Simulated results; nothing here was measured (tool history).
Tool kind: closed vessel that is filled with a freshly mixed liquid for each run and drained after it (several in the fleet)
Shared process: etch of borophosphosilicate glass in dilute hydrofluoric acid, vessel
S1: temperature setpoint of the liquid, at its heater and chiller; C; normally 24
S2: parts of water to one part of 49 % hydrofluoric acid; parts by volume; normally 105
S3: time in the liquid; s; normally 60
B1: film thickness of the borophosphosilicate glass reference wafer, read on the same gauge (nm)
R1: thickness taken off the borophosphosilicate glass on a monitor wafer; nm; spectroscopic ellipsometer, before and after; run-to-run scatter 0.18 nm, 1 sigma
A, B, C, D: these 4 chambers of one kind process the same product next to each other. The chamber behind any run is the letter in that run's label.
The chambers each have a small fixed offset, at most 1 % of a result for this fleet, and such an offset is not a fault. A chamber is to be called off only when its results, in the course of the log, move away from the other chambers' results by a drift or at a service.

{"run": "1D", "hour": 8.1, "S1": 24, "S2": 105, "S3": 60, "B1": 39.974, "R1": 21.771}
{"run": "2B", "hour": 23.0, "S1": 24, "S2": 105, "S3": 60, "B1": 39.988, "R1": 22.047}
{"run": "3A", "hour": 37.6, "S1": 24, "S2": 105, "S3": 60, "B1": 40.024, "R1": 22.166}
{"run": "4C", "hour": 48.6, "S1": 24, "S2": 105, "S3": 60, "B1": 39.992, "R1": 21.712}
{"run": "5D", "hour": 57.5, "S1": 24, "S2": 105, "S3": 60, "B1": 40.022, "R1": 21.636}
{"run": "6B", "hour": 71.2, "S1": 24, "S2": 105, "S3": 60, "B1": 39.991, "R1": 21.734}
{"run": "7C", "hour": 80.8, "S1": 24, "S2": 105, "S3": 60, "B1": 39.99, "R1": 21.666}
{"run": "8A", "hour": 94.3, "S1": 24, "S2": 105, "S3": 60, "B1": 39.994, "R1": 21.43}
{"run": "9A", "hour": 104.6, "S1": 24, "S2": 105, "S3": 60, "B1": 40.016, "R1": 22.005}
{"run": "10B", "hour": 114.9, "S1": 24, "S2": 105, "S3": 60, "B1": 39.961, "R1": 22.083}
{"run": "11D", "hour": 127.4, "S1": 24, "S2": 105, "S3": 60, "B1": 39.98, "R1": 21.9}
{"run": "12C", "hour": 140.9, "S1": 24, "S2": 105, "S3": 60, "B1": 39.989, "R1": 21.771}
{"run": "13A", "hour": 149.3, "S1": 24, "S2": 105, "S3": 60, "B1": 39.993, "R1": 21.656}
{"run": "14D", "hour": 155.8, "S1": 24, "S2": 105, "S3": 60, "B1": 39.986, "R1": 21.926}
{"hour": 160.5, "done": "chamber C: hydrofluoric acid flow meter replaced"}
{"run": "15B", "hour": 164.8, "S1": 24, "S2": 105, "S3": 60, "B1": 40.016, "R1": 22.077}
{"run": "16C", "hour": 173.9, "S1": 24, "S2": 105, "S3": 60, "B1": 39.969, "R1": 21.217}
{"run": "17C", "hour": 188.8, "S1": 24, "S2": 105, "S3": 60, "B1": 40.029, "R1": 21.714}
{"hour": 190.8, "done": "chamber B: hydrofluoric acid flow meter replaced"}
{"run": "18B", "hour": 195.4, "S1": 24, "S2": 105, "S3": 60, "B1": 40.013, "R1": 22.551}
{"run": "19D", "hour": 206.9, "S1": 24, "S2": 105, "S3": 60, "B1": 40.057, "R1": 21.58}
{"run": "20A", "hour": 213.9, "S1": 24, "S2": 105, "S3": 60, "B1": 39.93, "R1": 21.877}
{"run": "21C", "hour": 223.2, "S1": 24, "S2": 105, "S3": 60, "B1": 40.023, "R1": 21.738}
{"run": "22B", "hour": 236.0, "S1": 24, "S2": 105, "S3": 60, "B1": 39.969, "R1": 22.347}
{"run": "23D", "hour": 249.0, "S1": 24, "S2": 105, "S3": 60, "B1": 40.028, "R1": 21.817}
{"run": "24A", "hour": 260.6, "S1": 24, "S2": 105, "S3": 60, "B1": 39.99, "R1": 21.623}
{"run": "25B", "hour": 271.3, "S1": 24, "S2": 105, "S3": 60, "B1": 40.011, "R1": 22.691}
{"run": "26D", "hour": 281.2, "S1": 24, "S2": 125, "S3": 60, "B1": 39.972, "R1": 17.968}
{"run": "27C", "hour": 290.0, "S1": 24, "S2": 125, "S3": 60, "B1": 39.999, "R1": 17.521}
{"run": "28A", "hour": 299.7, "S1": 24, "S2": 125, "S3": 60, "B1": 39.992, "R1": 17.709}
{"run": "29D", "hour": 313.4, "S1": 24, "S2": 125, "S3": 60, "B1": 39.987, "R1": 17.944}
{"run": "30C", "hour": 324.6, "S1": 24, "S2": 105, "S3": 60, "B1": 39.99, "R1": 21.605}
{"run": "31B", "hour": 333.9, "S1": 24, "S2": 105, "S3": 60, "B1": 40.018, "R1": 23.116}

Is one chamber off against the others, does the gauge drift, or is nothing wrong? If a chamber is off, say which, and what the likeliest cause is.

One chamber, B, drifts off from the rest bit by bit.
Cause: liquid hotter than its thermometer reads (K) = 1.62.

Which of the 4 candidates below, each the usual settings with something changed and its results left as question marks, puts chamber B back in line with what the other chambers give on the usual settings?
In-line tolerance around the mean of the other chambers on the usual settings: R1 0.620 nm
{"run": "32B-1", "hour": 344.7, "S1": 24.0, "S2": 95, "S3": 60, "R1": "?"}
{"run": "32B-2", "hour": 344.7, "S1": 23.5, "S2": 105, "S3": 55, "R1": "?"}
{"run": "32B-3", "hour": 344.7, "S1": 24.0, "S2": 100, "S3": 60, "R1": "?"}
{"run": "32B-4", "hour": 344.7, "S1": 22.5, "S2": 105, "S3": 60, "R1": "?"}

Other chambers, usual settings, mean: R1 21.732 nm
run=32B-1 R1=26.065
run=32B-2 R1=20.939
run=32B-3 R1=24.607
run=32B-4 R1=21.980
32B-4 is the one that brings the chamber's results back in line with the other chambers.
